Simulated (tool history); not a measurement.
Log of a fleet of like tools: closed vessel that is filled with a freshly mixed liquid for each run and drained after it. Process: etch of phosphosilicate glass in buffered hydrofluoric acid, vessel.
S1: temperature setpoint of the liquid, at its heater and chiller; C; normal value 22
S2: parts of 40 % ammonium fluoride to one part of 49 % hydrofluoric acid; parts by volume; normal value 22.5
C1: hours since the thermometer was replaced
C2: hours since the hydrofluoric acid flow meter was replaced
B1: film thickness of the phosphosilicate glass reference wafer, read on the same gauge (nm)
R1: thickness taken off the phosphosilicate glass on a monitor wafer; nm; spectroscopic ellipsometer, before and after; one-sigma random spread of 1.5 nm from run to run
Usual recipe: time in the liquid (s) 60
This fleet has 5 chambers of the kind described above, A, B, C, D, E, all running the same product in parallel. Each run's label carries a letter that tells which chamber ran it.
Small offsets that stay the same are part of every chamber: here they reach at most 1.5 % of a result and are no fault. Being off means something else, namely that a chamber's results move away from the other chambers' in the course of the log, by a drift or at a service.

{"run": "1B", "day": 0.379, "S1": 22, "S2": 22.5, "time in the liquid (s)": 60, "C1": 472.4, "C2": 94.7, "B1": 129.98, "R1": 165.79}
{"run": "2A", "day": 0.708, "S1": 22, "S2": 22.5, "time in the liquid (s)": 60, "C1": 1088.6, "C2": 1491, "B1": 130.01, "R1": 162.46}
{"run": "3C", "day": 1.088, "S1": 22, "S2": 22.5, "time in the liquid (s)": 60, "C1": 1804.4, "C2": 355.2, "B1": 129.98, "R1": 164.11}
{"run": "4E", "day": 1.392, "S1": 22, "S2": 22.5, "time in the liquid (s)": 60, "C1": 129.9, "C2": 549.4, "B1": 129.99, "R1": 165.03}
{"run": "5D", "day": 1.783, "S1": 22, "S2": 22.5, "time in the liquid (s)": 60, "C1": 300.7, "C2": 358.8, "B1": 130.03, "R1": 164.8}
{"run": "6A", "day": 2.229, "S1": 22, "S2": 22.5, "time in the liquid (s)": 60, "C1": 1125.1, "C2": 1527.5, "B1": 129.99, "R1": 159.3}
{"run": "7B", "day": 2.596, "S1": 22, "S2": 22.5, "time in the liquid (s)": 60, "C1": 525.6, "C2": 147.9, "B1": 129.98, "R1": 167.45}
{"run": "8E", "day": 2.8, "S1": 22, "S2": 22.5, "time in the liquid (s)": 60, "C1": 163.7, "C2": 583.2, "B1": 130, "R1": 163.24}
{"run": "9D", "day": 3.175, "S1": 22, "S2": 22.5, "time in the liquid (s)": 60, "C1": 334.1, "C2": 392.2, "B1": 130, "R1": 165.96}
{"day": 3.242, "done": "chamber E: hydrofluoric acid flow meter replaced"}
{"run": "10C", "day": 3.379, "S1": 19.5, "S2": 22.5, "time in the liquid (s)": 75, "C1": 1859.4, "C2": 410.2, "B1": 130.03, "R1": 176.54}
{"run": "11C", "day": 3.75, "S1": 19.5, "S2": 22.5, "time in the liquid (s)": 75, "C1": 1868.3, "C2": 419.1, "B1": 129.98, "R1": 174.13}
{"run": "12B", "day": 4.012, "S1": 19.5, "S2": 22.5, "time in the liquid (s)": 75, "C1": 559.6, "C2": 181.9, "B1": 130.01, "R1": 177.15}
{"run": "13D", "day": 4.325, "S1": 19.5, "S2": 22.5, "time in the liquid (s)": 75, "C1": 361.7, "C2": 419.8, "B1": 129.97, "R1": 178.17}
{"run": "14E", "day": 4.583, "S1": 19.5, "S2": 22.5, "time in the liquid (s)": 75, "C1": 206.5, "C2": 32.3, "B1": 130.04, "R1": 178.23}
{"run": "15A", "day": 4.796, "S1": 22, "S2": 22.5, "time in the liquid (s)": 60, "C1": 1186.7, "C2": 1589.1, "B1": 130.03, "R1": 154.89}
{"run": "16B", "day": 5.242, "S1": 22, "S2": 22.5, "time in the liquid (s)": 60, "C1": 589.1, "C2": 211.4, "B1": 130.03, "R1": 163.06}
{"day": 5.454, "done": "chamber B: thermometer replaced"}
{"run": "17E", "day": 5.575, "S1": 22, "S2": 22.5, "time in the liquid (s)": 60, "C1": 230.3, "C2": 56.1, "B1": 130.02, "R1": 162.3}
{"run": "18C", "day": 5.888, "S1": 22, "S2": 22.5, "time in the liquid (s)": 60, "C1": 1919.6, "C2": 470.4, "B1": 129.96, "R1": 163.02}
{"run": "19A", "day": 6.35, "S1": 22, "S2": 22.5, "time in the liquid (s)": 60, "C1": 1224, "C2": 1626.4, "B1": 130.01, "R1": 152.16}
{"day": 6.596, "done": "chamber A: hydrofluoric acid flow meter replaced"}
{"run": "20D", "day": 6.675, "S1": 22, "S2": 22.5, "time in the liquid (s)": 60, "C1": 418.1, "C2": 476.2, "B1": 130, "R1": 165.81}
{"run": "21D", "day": 7.021, "S1": 22, "S2": 22.5, "time in the liquid (s)": 60, "C1": 426.4, "C2": 484.5, "B1": 129.97, "R1": 164.84}
{"run": "22E", "day": 7.429, "S1": 22, "S2": 22.5, "time in the liquid (s)": 60, "C1": 274.8, "C2": 100.6, "B1": 130, "R1": 162.4}
{"run": "23A", "day": 7.775, "S1": 22, "S2": 22.5, "time in the liquid (s)": 60, "C1": 1258.2, "C2": 28.3, "B1": 130.02, "R1": 150.17}
{"run": "24C", "day": 8.204, "S1": 22, "S2": 22.5, "time in the liquid (s)": 60, "C1": 1975.2, "C2": 526, "B1": 130.01, "R1": 164.35}
{"run": "25B", "day": 8.412, "S1": 22, "S2": 22.5, "time in the liquid (s)": 60, "C1": 71, "C2": 287.5, "B1": 129.99, "R1": 167.64}
{"run": "26C", "day": 8.621, "S1": 22, "S2": 22.5, "time in the liquid (s)": 60, "C1": 1985.2, "C2": 536, "B1": 129.99, "R1": 164.74}
{"run": "27E", "day": 8.929, "S1": 22, "S2": 22.5, "time in the liquid (s)": 60, "C1": 310.8, "C2": 136.6, "B1": 129.99, "R1": 162.4}
{"run": "28D", "day": 9.275, "S1": 22, "S2": 22.5, "time in the liquid (s)": 60, "C1": 480.5, "C2": 538.6, "B1": 130.03, "R1": 165.83}
{"run": "29A", "day": 9.725, "S1": 22, "S2": 22.5, "time in the liquid (s)": 40, "C1": 1305, "C2": 75.1, "B1": 130.01, "R1": 98.49}
{"run": "30B", "day": 9.929, "S1": 22, "S2": 22.5, "time in the liquid (s)": 40, "C1": 107.4, "C2": 323.9, "B1": 130.03, "R1": 109.63}

Which is it: a chamber that has drifted or been left off by a service, a gauge drift common to all chambers, or only each chamber's usual small offset? If a chamber is off, name it and its likeliest cause.

It is chamber A that slowly wanders off from its peers.
What lies behind it: liquid colder than its thermometer reads (K) = 1.92.

Chamber A could run next with any of the 4 candidate recipes listed below; each alters the usual settings, and their results appear as question marks. Which one brings its results back in line with what the other chambers deliver on the usual settings?
Counts as in line when no further than this from what the other chambers average on the usual settings: R1 5.4 nm
{"run": "31A-1", "day": 10.258, "S1": 22, "S2": 23.5, "time in the liquid (s)": 55, "R1": "?"}
{"run": "31A-2", "day": 10.258, "S1": 22, "S2": 20.5, "time in the liquid (s)": 60, "R1": "?"}
{"run": "31A-3", "day": 10.258, "S1": 23, "S2": 20.5, "time in the liquid (s)": 60, "R1": "?"}
{"run": "31A-4", "day": 10.258, "S1": 22, "S2": 24.5, "time in the liquid (s)": 60, "R1": "?"}

Average result of the remaining chambers running the usual settings: R1 164.16 nm
run=31A-1 R1=130.01
run=31A-2 R1=155.62
run=31A-3 R1=164.67
run=31A-4 R1=137.86
31A-3 puts the chamber back in line with the other chambers.
